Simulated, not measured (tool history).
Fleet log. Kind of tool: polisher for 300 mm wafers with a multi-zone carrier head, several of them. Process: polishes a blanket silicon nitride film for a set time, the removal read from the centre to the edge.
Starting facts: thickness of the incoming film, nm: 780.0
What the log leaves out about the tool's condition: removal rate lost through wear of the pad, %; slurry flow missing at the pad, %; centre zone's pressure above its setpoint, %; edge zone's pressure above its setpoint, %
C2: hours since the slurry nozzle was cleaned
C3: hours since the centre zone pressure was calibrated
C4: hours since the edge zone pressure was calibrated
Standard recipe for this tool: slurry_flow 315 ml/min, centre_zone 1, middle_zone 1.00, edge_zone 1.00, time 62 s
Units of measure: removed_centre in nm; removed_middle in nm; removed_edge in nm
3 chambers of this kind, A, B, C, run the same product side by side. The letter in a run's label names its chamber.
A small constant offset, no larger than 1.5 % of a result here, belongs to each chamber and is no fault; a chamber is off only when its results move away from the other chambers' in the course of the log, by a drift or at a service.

Run 1A, hour 7.4: usual settings; wafers polished on this pad 822; C2 214.3; C3 336.6; C4 205.9. Result: removed_centre 150.88 nm, removed_middle 155.57 nm, removed_edge 147.73 nm.
At hour 9.9: chamber B: worn pad replaced by a new one.
At hour 10.1: chamber A: centre zone pressure recalibrated.
At hour 12.5: chamber A: worn pad replaced by a new one.
Run 2C, hour 21.0: usual settings; wafers polished on this pad 419; C2 36.9; C3 49.0; C4 429.5. Result: removed_centre 146.53 nm, removed_middle 150.81 nm, removed_edge 150.04 nm.
Run 3B, hour 34.8: usual settings; wafers polished on this pad 263; C2 128.9; C3 1048.6; C4 207.2. Result: removed_centre 150.02 nm, removed_middle 146.34 nm, removed_edge 147.69 nm.
Run 4B, hour 42.2: usual settings; wafers polished on this pad 342; C2 136.3; C3 1056.0; C4 214.6. Result: removed_centre 148.89 nm, removed_middle 148.78 nm, removed_edge 149.38 nm.
Run 5C, hour 56.3: usual settings but time 82 s; wafers polished on this pad 793; C2 72.2; C3 84.3; C4 464.8. Result: removed_centre 194.87 nm, removed_middle 193.14 nm, removed_edge 200.21 nm.
Run 6A, hour 69.4: usual settings but time 82 s; wafers polished on this pad 603; C2 276.3; C3 59.3; C4 267.9. Result: removed_centre 197.56 nm, removed_middle 197.18 nm, removed_edge 196.71 nm.
Run 7C, hour 82.4: usual settings but time 82 s; wafers polished on this pad 1069; C2 98.3; C3 110.4; C4 490.9. Result: removed_centre 192.60 nm, removed_middle 198.03 nm, removed_edge 197.18 nm.
At hour 89.5: chamber B: worn pad replaced by a new one.
Run 8B, hour 94.0: usual settings; wafers polished on this pad 48; C2 188.1; C3 1107.8; C4 266.4. Result: removed_centre 148.64 nm, removed_middle 149.70 nm, removed_edge 146.47 nm.
At hour 101.7: chamber A: worn pad replaced by a new one.
Run 9A, hour 106.6: usual settings; wafers polished on this pad 52; C2 313.5; C3 96.5; C4 305.1. Result: removed_centre 150.77 nm, removed_middle 149.94 nm, removed_edge 146.64 nm.
Run 10C, hour 120.0: usual settings but edge_zone 0.91; wafers polished on this pad 1468; C2 135.9; C3 148.0; C4 528.5. Result: removed_centre 148.06 nm, removed_middle 155.00 nm, removed_edge 147.19 nm.
Run 11A, hour 129.0: usual settings but edge_zone 0.91; wafers polished on this pad 289; C2 335.9; C3 118.9; C4 327.5. Result: removed_centre 149.48 nm, removed_middle 153.90 nm, removed_edge 142.66 nm.
Run 12B, hour 139.7: usual settings but edge_zone 0.91; wafers polished on this pad 531; C2 233.8; C3 1153.5; C4 312.1. Result: removed_centre 148.36 nm, removed_middle 147.27 nm, removed_edge 139.86 nm.
Run 13A, hour 152.9: usual settings but middle_zone 0.96, time 72 s; wafers polished on this pad 542; C2 359.8; C3 142.8; C4 351.4. Result: removed_centre 174.86 nm, removed_middle 170.59 nm, removed_edge 172.39 nm.
Run 14B, hour 165.6: usual settings but middle_zone 0.96, time 72 s; wafers polished on this pad 806; C2 259.7; C3 1179.4; C4 338.0. Result: removed_centre 173.27 nm, removed_middle 163.78 nm, removed_edge 173.87 nm.
Run 15C, hour 176.0: usual settings but middle_zone 0.96, time 72 s; wafers polished on this pad 2060; C2 191.9; C3 204.0; C4 584.5. Result: removed_centre 168.49 nm, removed_middle 169.43 nm, removed_edge 170.04 nm.
At hour 184.1: chamber B: worn pad replaced by a new one.
Run 16A, hour 191.8: usual settings; wafers polished on this pad 954; C2 398.7; C3 181.7; C4 390.3. Result: removed_centre 150.80 nm, removed_middle 150.34 nm, removed_edge 145.08 nm.
At hour 200.8: chamber A: worn pad replaced by a new one.
Run 17B, hour 201.0: usual settings; wafers polished on this pad 179; C2 295.1; C3 1214.8; C4 373.4. Result: removed_centre 147.46 nm, removed_middle 149.46 nm, removed_edge 147.72 nm.
Run 18C, hour 210.1: usual settings; wafers polished on this pad 2421; C2 226.0; C3 238.1; C4 618.6. Result: removed_centre 145.60 nm, removed_middle 148.32 nm, removed_edge 147.59 nm.
Run 19B, hour 223.8: usual settings; wafers polished on this pad 421; C2 317.9; C3 1237.6; C4 396.2. Result: removed_centre 147.76 nm, removed_middle 145.89 nm, removed_edge 150.91 nm.
Run 20A, hour 234.8: usual settings; wafers polished on this pad 360; C2 441.7; C3 224.7; C4 433.3. Result: removed_centre 148.79 nm, removed_middle 146.28 nm, removed_edge 151.90 nm.
Run 21C, hour 248.7: usual settings; wafers polished on this pad 2830; C2 264.6; C3 276.7; C4 657.2. Result: removed_centre 142.14 nm, removed_middle 144.25 nm, removed_edge 144.14 nm.
Run 22B, hour 258.4: usual settings; wafers polished on this pad 787; C2 352.5; C3 1272.2; C4 430.8. Result: removed_centre 146.61 nm, removed_middle 144.95 nm, removed_edge 147.04 nm.
At hour 264.9: chamber B: edge zone pressure recalibrated.
At hour 265.7: chamber B: worn pad replaced by a new one.
Run 23A, hour 273.7: usual settings; wafers polished on this pad 771; C2 480.6; C3 263.6; C4 472.2. Result: removed_centre 149.61 nm, removed_middle 146.24 nm, removed_edge 149.92 nm.
Run 24C, hour 282.7: usual settings; wafers polished on this pad 3190; C2 298.6; C3 310.7; C4 691.2. Result: removed_centre 143.96 nm, removed_middle 147.55 nm, removed_edge 146.14 nm.
Run 25B, hour 297.2: usual settings; wafers polished on this pad 334; C2 391.3; C3 1311.0; C4 32.4. Result: removed_centre 147.78 nm, removed_middle 149.34 nm, removed_edge 148.00 nm.
At hour 298.4: chamber A: worn pad replaced by a new one.
At hour 307.0: chamber A: centre zone pressure recalibrated.
Run 26A, hour 307.3: usual settings but slurry_flow 405 ml/min, edge_zone 1.12; wafers polished on this pad 94; C2 514.2; C3 0.3; C4 505.8. Result: removed_centre 151.49 nm, removed_middle 154.69 nm, removed_edge 158.26 nm.
Run 27C, hour 316.8: usual settings but slurry_flow 405 ml/min, edge_zone 1.12; wafers polished on this pad 3551; C2 332.7; C3 344.8; C4 725.3. Result: removed_centre 143.57 nm, removed_middle 146.59 nm, removed_edge 153.86 nm.
Run 28A, hour 327.5: usual settings but slurry_flow 405 ml/min, edge_zone 1.12; wafers polished on this pad 308; C2 534.4; C3 20.5; C4 526.0. Result: removed_centre 153.88 nm, removed_middle 154.02 nm, removed_edge 162.57 nm.
Run 29C, hour 341.8: usual settings; wafers polished on this pad 3816; C2 357.7; C3 369.8; C4 750.3. Result: removed_centre 138.51 nm, removed_middle 144.43 nm, removed_edge 145.95 nm.
At hour 352.6: chamber B: worn pad replaced by a new one.
Run 30B, hour 352.9: usual settings; wafers polished on this pad 3; C2 447.0; C3 1366.7; C4 88.1. Result: removed_centre 148.53 nm, removed_middle 146.84 nm, removed_edge 145.47 nm.
Run 31A, hour 364.8: usual settings but edge_zone 0.94, time 54 s; wafers polished on this pad 703; C2 571.7; C3 57.8; C4 563.3. Result: removed_centre 130.19 nm, removed_middle 126.92 nm, removed_edge 123.39 nm.
Run 32B, hour 377.0: usual settings but edge_zone 0.94, time 54 s; wafers polished on this pad 258; C2 471.1; C3 1390.8; C4 112.2. Result: removed_centre 130.44 nm, removed_middle 125.70 nm, removed_edge 125.55 nm.
Run 33C, hour 387.5: usual settings but edge_zone 0.94, time 54 s; wafers polished on this pad 4299; C2 403.4; C3 415.5; C4 796.0. Result: removed_centre 120.82 nm, removed_middle 124.92 nm, removed_edge 119.21 nm.
At hour 395.2: chamber A: worn pad replaced by a new one.
Run 34A, hour 395.6: usual settings; wafers polished on this pad 4; C2 602.5; C3 88.6; C4 594.1. Result: removed_centre 148.50 nm, removed_middle 148.65 nm, removed_edge 149.01 nm.
Run 35B, hour 409.4: usual settings; wafers polished on this pad 601; C2 503.5; C3 1423.2; C4 144.6. Result: removed_centre 147.36 nm, removed_middle 150.06 nm, removed_edge 147.39 nm.
Run 36C, hour 416.8: usual settings; wafers polished on this pad 4610; C2 432.7; C3 444.8; C4 825.3. Result: removed_centre 137.67 nm, removed_middle 142.20 nm, removed_edge 138.34 nm.
Run 37B, hour 430.9: usual settings; wafers polished on this pad 828; C2 525.0; C3 1444.7; C4 166.1. Result: removed_centre 147.37 nm, removed_middle 149.59 nm, removed_edge 148.92 nm.
Run 38A, hour 440.0: usual settings but slurry_flow 245 ml/min, middle_zone 1.09; wafers polished on this pad 474; C2 646.9; C3 133.0; C4 638.5. Result: removed_centre 144.39 nm, removed_middle 154.76 nm, removed_edge 144.63 nm.

Next, all 3 chambers run the settings below, one line each with question marks for the results. What does each chamber give?
Run 39A, hour 451.3: usual settings. Result: removed_centre ?, removed_middle ?, removed_edge ?.
Run 39B, hour 451.3: usual settings. Result: removed_centre ?, removed_middle ?, removed_edge ?.
Run 39C, hour 451.3: usual settings. Result: removed_centre ?, removed_middle ?, removed_edge ?.

run  removed_centre  removed_middle  removed_edge
39A          148.42          144.82        151.28
39B          146.58          147.67        145.03
39C          133.80          140.57        139.02
